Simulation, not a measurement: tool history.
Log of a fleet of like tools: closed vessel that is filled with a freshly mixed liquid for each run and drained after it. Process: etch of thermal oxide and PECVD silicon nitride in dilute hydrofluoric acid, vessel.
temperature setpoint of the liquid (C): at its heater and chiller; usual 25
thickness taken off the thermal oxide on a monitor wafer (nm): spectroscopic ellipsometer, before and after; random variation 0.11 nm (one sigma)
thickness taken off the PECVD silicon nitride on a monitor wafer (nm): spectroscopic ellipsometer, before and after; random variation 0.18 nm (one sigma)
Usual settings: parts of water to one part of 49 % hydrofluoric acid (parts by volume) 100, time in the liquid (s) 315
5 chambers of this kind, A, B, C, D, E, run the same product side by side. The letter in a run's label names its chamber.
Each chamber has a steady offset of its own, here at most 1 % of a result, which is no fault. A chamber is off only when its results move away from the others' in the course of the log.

run	hour	temperature setpoint of the liquid (C)	parts of water to one part of 49 % hydrofluoric acid (parts by volume)	time in the liquid (s)	hours since the thermometer was replaced	hours since the hydrofluoric acid flow meter was replaced	read-back film thickness of the thermal oxide reference wafer, read on the same gauge (nm)	read-back film thickness of the PECVD silicon nitride reference wafer, read on the same gauge (nm)	thickness taken off the thermal oxide on a monitor wafer (nm)	thickness taken off the PECVD silicon nitride on a monitor wafer (nm)
1D	5.4	25	100	315	1213.9	1156.5	100	69.999	15.247	18.95
2B	10	25	100	315	271.1	2401.2	99.992	70.015	15.445	19.001
3A	14.2	25	100	315	559.6	655.5	99.994	70	15.092	19.019
4E	18.4	25	100	315	1413.4	18.5	100.02	69.997	15.163	19.109
5C	27.7	25	100	315	610.4	441	99.996	69.981	15.307	19.337
6E	34.4	25	100	315	1429.4	34.5	99.995	70.017	15.215	19.482
7A	40.9	25	100	315	586.3	682.2	100	69.994	15.211	18.895
8C	45.6	25	100	315	628.3	458.9	100.03	70.001	15.078	19.109
9D	54.4	25	100	315	1262.9	1205.5	99.989	69.997	14.985	19.378
10B	61.6	25	100	315	322.7	2452.8	99.981	69.997	15.246	18.809
11D	67.1	25	130	315	1275.6	1218.2	99.994	69.999	11.238	14.486
12C	75.2	25	130	315	657.9	488.5	100	70.001	11.219	14.646
13E	79.4	25	130	315	1474.4	79.5	100.01	69.994	11.017	14.821
14B	88.1	25	130	315	349.2	2479.3	100.01	70.008	11.444	14.836
15A	95.1	25	130	315	640.5	736.4	99.989	70.011	11.25	14.807
16D	99.3	25	100	315	1307.8	1250.4	99.997	70.002	15.063	19.117
17C	108.1	25	100	315	690.8	521.4	100.01	69.988	15.056	18.899
18E	112.9	25	100	315	1507.9	113	100.01	69.971	15.09	19.329
19A	117.2	27.5	100	220	662.6	758.5	99.985	70.005	11.752	15.385
20B	123.3	27.5	100	220	384.4	2514.5	99.993	70	11.616	15.675
# hour 130.4: chamber B: hydrofluoric acid flow meter replaced
21C	130.6	27.5	100	220	713.3	543.9	100	70.012	11.704	15.462
22B	137.8	27.5	100	220	398.9	7.4	99.998	70.007	11.697	15.629
# hour 144.8: chamber A: hydrofluoric acid flow meter replaced
23E	147.1	27.5	100	220	1542.1	147.2	100	70.003	11.543	15.64
24A	156.2	25	100	315	701.6	11.4	100.02	70.003	15.297	19.429
25D	161	23	100	440	1369.5	1312.1	100.02	69.999	19.614	23.675
26B	165.3	23	100	440	426.4	34.9	100.01	70.011	19.801	23.338
27E	170.6	23	100	440	1565.6	170.7	100.01	70.005	19.381	23.72
28D	177.5	23	100	440	1386	1328.6	100	69.997	19.398	23.332
29C	184.5	23	100	440	767.2	597.8	99.988	69.999	19.38	23.275
30A	188.9	25	100	315	734.3	44.1	99.993	70.004	15.139	18.887
31B	197.5	25	100	315	458.6	67.1	100.01	69.996	15.043	19.307
32D	205.6	25	100	315	1414.1	1356.7	99.98	69.992	15.156	19.023
33A	213.2	25	100	315	758.6	68.4	99.977	69.987	15.193	18.816
34C	218	25	100	315	800.7	631.3	99.996	69.99	15.14	19.204
35E	227.6	25	100	315	1622.6	227.7	100.01	70.009	15.235	19.44

Next, every chamber runs the same settings. What will each give?
36A	234.6	25	100	315					?	?
36B	234.6	25	100	315					?	?
36C	234.6	25	100	315					?	?
36D	234.6	25	100	315					?	?
36E	234.6	25	100	315					?	?

run	thickness taken off the thermal oxide on a monitor wafer (nm)	thickness taken off the PECVD silicon nitride on a monitor wafer (nm)
36A	15.234	19.358
36B	15.302	19.09
36C	14.947	18.779
36D	15.11	18.602
36E	14.987	19.487
